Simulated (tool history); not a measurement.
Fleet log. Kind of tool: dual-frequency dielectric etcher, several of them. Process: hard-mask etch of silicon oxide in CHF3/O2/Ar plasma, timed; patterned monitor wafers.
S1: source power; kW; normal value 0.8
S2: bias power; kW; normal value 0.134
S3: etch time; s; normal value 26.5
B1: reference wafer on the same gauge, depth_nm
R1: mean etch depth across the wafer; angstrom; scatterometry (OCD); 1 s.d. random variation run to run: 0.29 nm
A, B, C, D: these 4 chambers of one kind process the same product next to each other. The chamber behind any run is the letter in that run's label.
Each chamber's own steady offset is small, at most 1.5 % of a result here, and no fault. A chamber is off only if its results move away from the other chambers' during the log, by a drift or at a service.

| run | hour | S1 | S2 | S3 | B1 | R1 |
|---|---|---|---|---|---|---|
| 1A | 4.6 | 0.8 | 0.134 | 26.5 | 47.791 | 539.77 |
| 2C | 8.1 | 0.8 | 0.134 | 26.5 | 47.849 | 523.81 |
| 3B | 15.4 | 0.8 | 0.134 | 26.5 | 47.774 | 537.38 |
| 4D | 20.4 | 0.8 | 0.134 | 26.5 | 47.817 | 534.05 |
| 5B | 26.5 | 0.8 | 0.134 | 26.5 | 47.797 | 530.65 |
| 6C | 31.6 | 0.8 | 0.134 | 26.5 | 47.834 | 522.45 |
| 7A | 38.1 | 0.8 | 0.134 | 23 | 47.813 | 470.78 |
| 8D | 45 | 0.8 | 0.134 | 23 | 47.778 | 460.07 |
| 9A | 52.8 | 0.8 | 0.134 | 23 | 47.803 | 466.42 |
|  | 53.5 | chamber B: wet clean of the chamber |
| 10B | 58.8 | 0.8 | 0.134 | 23 | 47.813 | 467.71 |
| 11D | 63 | 0.8 | 0.134 | 26.5 | 47.754 | 531.04 |
| 12C | 68.2 | 0.8 | 0.134 | 26.5 | 47.717 | 521.49 |
| 13C | 72.2 | 0.8 | 0.134 | 26.5 | 47.795 | 521.94 |
| 14D | 79 | 0.8 | 0.134 | 26.5 | 47.786 | 531.26 |
|  | 83 | chamber D: wet clean of the chamber |
| 15A | 84.8 | 0.8 | 0.134 | 26.5 | 47.792 | 544.14 |
| 16B | 88.3 | 0.8 | 0.134 | 26.5 | 47.727 | 530.08 |
| 17D | 92.4 | 0.8 | 0.134 | 26.5 | 47.809 | 531.04 |
| 18B | 97.6 | 0.8 | 0.134 | 26.5 | 47.853 | 533.4 |
| 19C | 101.9 | 0.8 | 0.134 | 26.5 | 47.828 | 511.74 |
| 20A | 107.9 | 0.94 | 0.16 | 26.5 | 47.825 | 614.06 |
| 21D | 114.7 | 0.94 | 0.16 | 26.5 | 47.798 | 605.45 |
| 22A | 121.7 | 0.94 | 0.16 | 26.5 | 47.792 | 609.53 |
| 23B | 129.8 | 0.94 | 0.16 | 26.5 | 47.702 | 597.5 |
| 24C | 134 | 0.8 | 0.134 | 26.5 | 47.812 | 500.81 |
| 25D | 141.2 | 0.8 | 0.134 | 26.5 | 47.795 | 528.33 |

Read the log: is a single chamber off, either drifting away or since a service, is the gauge that measures every chamber drifting, or is nothing wrong beyond small per-chamber offsets? Name any odd chamber and what most likely caused it.

One chamber, C, drifts off from the rest bit by bit.
What lies behind it: etch rate under this chamber's usual, % = 5.45.

Below are 4 candidate recipes for chamber C's next run, each the usual settings with a change, their results shown as question marks. Which of them brings C's results back in line with what the other chambers give on the usual settings?
Allowed miss from the other chambers' usual-settings mean, per result, to count as in line: R1 10 angstrom
| 26C-1 | 146.9 | 0.63 | 0.112 | 26.5 |  | ? |
| 26C-2 | 146.9 | 0.8 | 0.166 | 26.5 |  | ? |
| 26C-3 | 146.9 | 0.83 | 0.138 | 30 |  | ? |
| 26C-4 | 146.9 | 0.8 | 0.134 | 24.5 |  | ? |

Average result of the remaining chambers running the usual settings: R1 535.35 angstrom
| run | R1 |
|---|---|
| 26C-1 | 430.56 |
| 26C-2 | 533 |
| 26C-3 | 577.63 |
| 26C-4 | 460.9 |
26C-2 puts the chamber back in line with the other chambers.

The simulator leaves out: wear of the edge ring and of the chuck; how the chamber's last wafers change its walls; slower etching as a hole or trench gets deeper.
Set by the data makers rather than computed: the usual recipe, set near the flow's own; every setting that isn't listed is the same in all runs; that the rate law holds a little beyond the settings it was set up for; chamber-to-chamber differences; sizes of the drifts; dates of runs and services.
